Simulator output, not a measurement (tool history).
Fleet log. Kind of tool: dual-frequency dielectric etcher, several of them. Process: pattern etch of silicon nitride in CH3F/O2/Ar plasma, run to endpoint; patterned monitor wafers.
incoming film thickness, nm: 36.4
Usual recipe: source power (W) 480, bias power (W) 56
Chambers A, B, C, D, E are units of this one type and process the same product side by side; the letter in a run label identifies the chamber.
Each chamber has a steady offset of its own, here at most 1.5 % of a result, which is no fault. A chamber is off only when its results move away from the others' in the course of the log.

| run | hour | source power (W) | bias power (W) | hours since the last wet clean | hours since the last source power generator calibration | hours since the last bias power generator calibration | endpoint time (s) |
|---|---|---|---|---|---|---|---|
| 1C | 3.0 | 480 | 56 | 299.0 | 2339.2 | 2962.5 | 53.388 |
| 2A | 8.1 | 480 | 56 | 427.4 | 2724.1 | 741.4 | 54.083 |
| 3B | 12.0 | 480 | 56 | 77.5 | 3025.2 | 1135.2 | 53.512 |
| 4D | 14.8 | 480 | 56 | 278.5 | 1385.1 | 2144.3 | 52.980 |
| 5E | 20.3 | 480 | 56 | 386.5 | 2342.3 | 1051.8 | 53.002 |
| 6C | 23.9 | 480 | 56 | 319.9 | 2360.1 | 2983.4 | 53.954 |
| 7A | 28.1 | 480 | 56 | 447.4 | 2744.1 | 761.4 | 54.012 |
| 8B | 31.4 | 480 | 56 | 96.9 | 3044.6 | 1154.6 | 52.850 |
| 9E | 34.7 | 480 | 56 | 400.9 | 2356.7 | 1066.2 | 52.599 |
| 10D | 40.7 | 480 | 56 | 304.4 | 1411.0 | 2170.2 | 52.971 |
| 11E | 46.5 | 480 | 62 | 412.7 | 2368.5 | 1078.0 | 51.556 |
| 12C | 50.0 | 480 | 62 | 346.0 | 2386.2 | 3009.5 | 52.332 |
| 13D | 53.2 | 480 | 62 | 316.9 | 1423.5 | 2182.7 | 51.476 |
| 14B | 58.3 | 480 | 62 | 123.8 | 3071.5 | 1181.5 | 51.217 |
| 15A | 62.3 | 480 | 62 | 481.6 | 2778.3 | 795.6 | 51.949 |
| 16E | 65.6 | 560 | 49 | 431.8 | 2387.6 | 1097.1 | 52.322 |
| 17A | 71.4 | 560 | 49 | 490.7 | 2787.4 | 804.7 | 52.966 |
| 18D | 75.4 | 560 | 49 | 339.1 | 1445.7 | 2204.9 | 52.384 |
| 19C | 79.2 | 560 | 49 | 375.2 | 2415.4 | 3038.7 | 53.234 |
| 20B | 83.7 | 560 | 49 | 149.2 | 3096.9 | 1206.9 | 52.361 |
| 21E | 86.4 | 480 | 56 | 452.6 | 2408.4 | 1117.9 | 52.561 |
|  | 88.1 | chamber E: wet clean of the chamber |
| 22B | 90.0 | 520 | 62 | 155.5 | 3103.2 | 1213.2 | 50.088 |
| 23D | 94.8 | 520 | 62 | 358.5 | 1465.1 | 2224.3 | 49.865 |
| 24C | 98.5 | 520 | 62 | 394.5 | 2434.7 | 3058.0 | 50.386 |
| 25A | 103.1 | 520 | 62 | 522.4 | 2819.1 | 836.4 | 50.383 |
| 26E | 109.2 | 520 | 62 | 21.1 | 2431.2 | 1140.7 | 49.548 |
| 27B | 113.7 | 480 | 56 | 179.2 | 3126.9 | 1236.9 | 53.527 |
| 28A | 119.2 | 480 | 56 | 538.5 | 2835.2 | 852.5 | 53.199 |
| 29D | 125.0 | 480 | 56 | 388.7 | 1495.3 | 2254.5 | 53.039 |
| 30C | 129.0 | 480 | 56 | 425.0 | 2465.2 | 3088.5 | 53.220 |
| 31B | 134.0 | 530 | 67 | 199.5 | 3147.2 | 1257.2 | 48.083 |
| 32C | 139.9 | 530 | 67 | 435.9 | 2476.1 | 3099.4 | 48.524 |
| 33D | 142.9 | 530 | 67 | 406.6 | 1513.2 | 2272.4 | 49.041 |
| 34A | 146.4 | 530 | 67 | 565.7 | 2862.4 | 879.7 | 48.257 |

All chambers now run identical settings, listed one chamber a line with results as question marks. What results will each chamber show?
| 35A | 150.8 | 380 | 56 |  |  |  | ? |
| 35B | 150.8 | 380 | 56 |  |  |  | ? |
| 35C | 150.8 | 380 | 56 |  |  |  | ? |
| 35D | 150.8 | 380 | 56 |  |  |  | ? |
| 35E | 150.8 | 380 | 56 |  |  |  | ? |

| run | endpoint time (s) |
|---|---|
| 35A | 58.580 |
| 35B | 58.662 |
| 35C | 58.863 |
| 35D | 58.775 |
| 35E | 58.176 |
